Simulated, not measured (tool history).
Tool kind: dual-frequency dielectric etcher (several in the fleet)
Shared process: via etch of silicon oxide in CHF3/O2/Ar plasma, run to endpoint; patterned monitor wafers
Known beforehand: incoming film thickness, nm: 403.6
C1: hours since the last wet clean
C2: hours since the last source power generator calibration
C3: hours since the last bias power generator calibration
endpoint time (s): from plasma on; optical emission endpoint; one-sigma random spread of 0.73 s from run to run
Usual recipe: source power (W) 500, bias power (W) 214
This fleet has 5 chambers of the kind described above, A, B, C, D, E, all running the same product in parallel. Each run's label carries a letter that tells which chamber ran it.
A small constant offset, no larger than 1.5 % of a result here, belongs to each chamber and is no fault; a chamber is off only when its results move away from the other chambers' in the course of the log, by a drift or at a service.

At hour 2.8: chamber C: wet clean of the chamber.
Run 1B, hour 4.3: usual settings; C1 133.8; C2 2896.8; C3 305.9. Result: endpoint time (s) 205.1.
Run 2D, hour 8: usual settings; C1 422.5; C2 478.7; C3 2848.1. Result: endpoint time (s) 210.07.
Run 3C, hour 11.6: usual settings; C1 8.9; C2 650.1; C3 541.2. Result: endpoint time (s) 204.
Run 4E, hour 16.5: usual settings; C1 392.9; C2 102.4; C3 3829.2. Result: endpoint time (s) 208.6.
Run 5A, hour 20.4: usual settings; C1 282.7; C2 1706.8; C3 724.1. Result: endpoint time (s) 205.62.
Run 6E, hour 24.6: usual settings; C1 401; C2 110.5; C3 3837.3. Result: endpoint time (s) 208.51.
Run 7B, hour 27.3: usual settings; C1 156.8; C2 2919.8; C3 328.9. Result: endpoint time (s) 204.12.
Run 8D, hour 31.2: usual settings; C1 445.7; C2 501.9; C3 2871.3. Result: endpoint time (s) 209.67.
Run 9A, hour 35.6: usual settings but source power (W) 610, bias power (W) 232; C1 297.9; C2 1722; C3 739.3. Result: endpoint time (s) 185.4.
Run 10C, hour 38.7: usual settings but source power (W) 610, bias power (W) 232; C1 36; C2 677.2; C3 568.3. Result: endpoint time (s) 184.55.
Run 11E, hour 41.7: usual settings but source power (W) 610, bias power (W) 232; C1 418.1; C2 127.6; C3 3854.4. Result: endpoint time (s) 187.75.
Run 12C, hour 45.4: usual settings but source power (W) 610, bias power (W) 232; C1 42.7; C2 683.9; C3 575. Result: endpoint time (s) 184.2.
Run 13A, hour 50.4: usual settings but source power (W) 610, bias power (W) 232; C1 312.7; C2 1736.8; C3 754.1. Result: endpoint time (s) 187.17.
Run 14D, hour 55.6: usual settings but source power (W) 420; C1 470.1; C2 526.3; C3 2895.7. Result: endpoint time (s) 223.56.
Run 15B, hour 60.5: usual settings but source power (W) 420; C1 190; C2 2953; C3 362.1. Result: endpoint time (s) 217.65.
Run 16C, hour 63: usual settings but source power (W) 420; C1 60.3; C2 701.5; C3 592.6. Result: endpoint time (s) 217.74.
Run 17A, hour 67.5: usual settings but source power (W) 420; C1 329.8; C2 1753.9; C3 771.2. Result: endpoint time (s) 220.62.
Run 18E, hour 70.4: usual settings but source power (W) 420; C1 446.8; C2 156.3; C3 3883.1. Result: endpoint time (s) 220.8.
Run 19B, hour 75.2: usual settings; C1 204.7; C2 2967.7; C3 376.8. Result: endpoint time (s) 202.2.
Run 20D, hour 80.6: usual settings but source power (W) 550; C1 495.1; C2 551.3; C3 2920.7. Result: endpoint time (s) 201.79.
Run 21E, hour 85.6: usual settings but source power (W) 550; C1 462; C2 171.5; C3 3898.3. Result: endpoint time (s) 201.
Run 22D, hour 88.4: usual settings but source power (W) 550; C1 502.9; C2 559.1; C3 2928.5. Result: endpoint time (s) 202.14.
At hour 93.5: chamber E: wet clean of the chamber.
Run 23A, hour 93.6: usual settings but source power (W) 550; C1 355.9; C2 1780; C3 797.3. Result: endpoint time (s) 198.26.
Run 24C, hour 98: usual settings but source power (W) 550; C1 95.3; C2 736.5; C3 627.6. Result: endpoint time (s) 197.48.
Run 25B, hour 102.5: usual settings; C1 232; C2 2995; C3 404.1. Result: endpoint time (s) 201.09.
Run 26A, hour 106.3: usual settings; C1 368.6; C2 1792.7; C3 810. Result: endpoint time (s) 206.67.
Run 27B, hour 111.4: usual settings; C1 240.9; C2 3003.9; C3 413. Result: endpoint time (s) 200.58.
Run 28D, hour 114.8: usual settings; C1 529.3; C2 585.5; C3 2954.9. Result: endpoint time (s) 209.75.
Run 29C, hour 119.2: usual settings; C1 116.5; C2 757.7; C3 648.8. Result: endpoint time (s) 204.53.
Run 30E, hour 124.6: usual settings; C1 31.2; C2 210.5; C3 3937.3. Result: endpoint time (s) 208.18.
Run 31B, hour 129.2: usual settings; C1 258.7; C2 3021.7; C3 430.8. Result: endpoint time (s) 199.68.
Run 32C, hour 133.6: usual settings; C1 130.9; C2 772.1; C3 663.2. Result: endpoint time (s) 203.67.

Next, all 5 chambers run the settings below, one line each with question marks for the results. What does each chamber give?
Run 33A, hour 137.6: usual settings but bias power (W) 181. Result: endpoint time (s) ?.
Run 33B, hour 137.6: usual settings but bias power (W) 181. Result: endpoint time (s) ?.
Run 33C, hour 137.6: usual settings but bias power (W) 181. Result: endpoint time (s) ?.
Run 33D, hour 137.6: usual settings but bias power (W) 181. Result: endpoint time (s) ?.
Run 33E, hour 137.6: usual settings but bias power (W) 181. Result: endpoint time (s) ?.

run  endpoint time (s)
33A             218.95
33B              208.8
33C             214.74
33D             221.66
33E             220.56
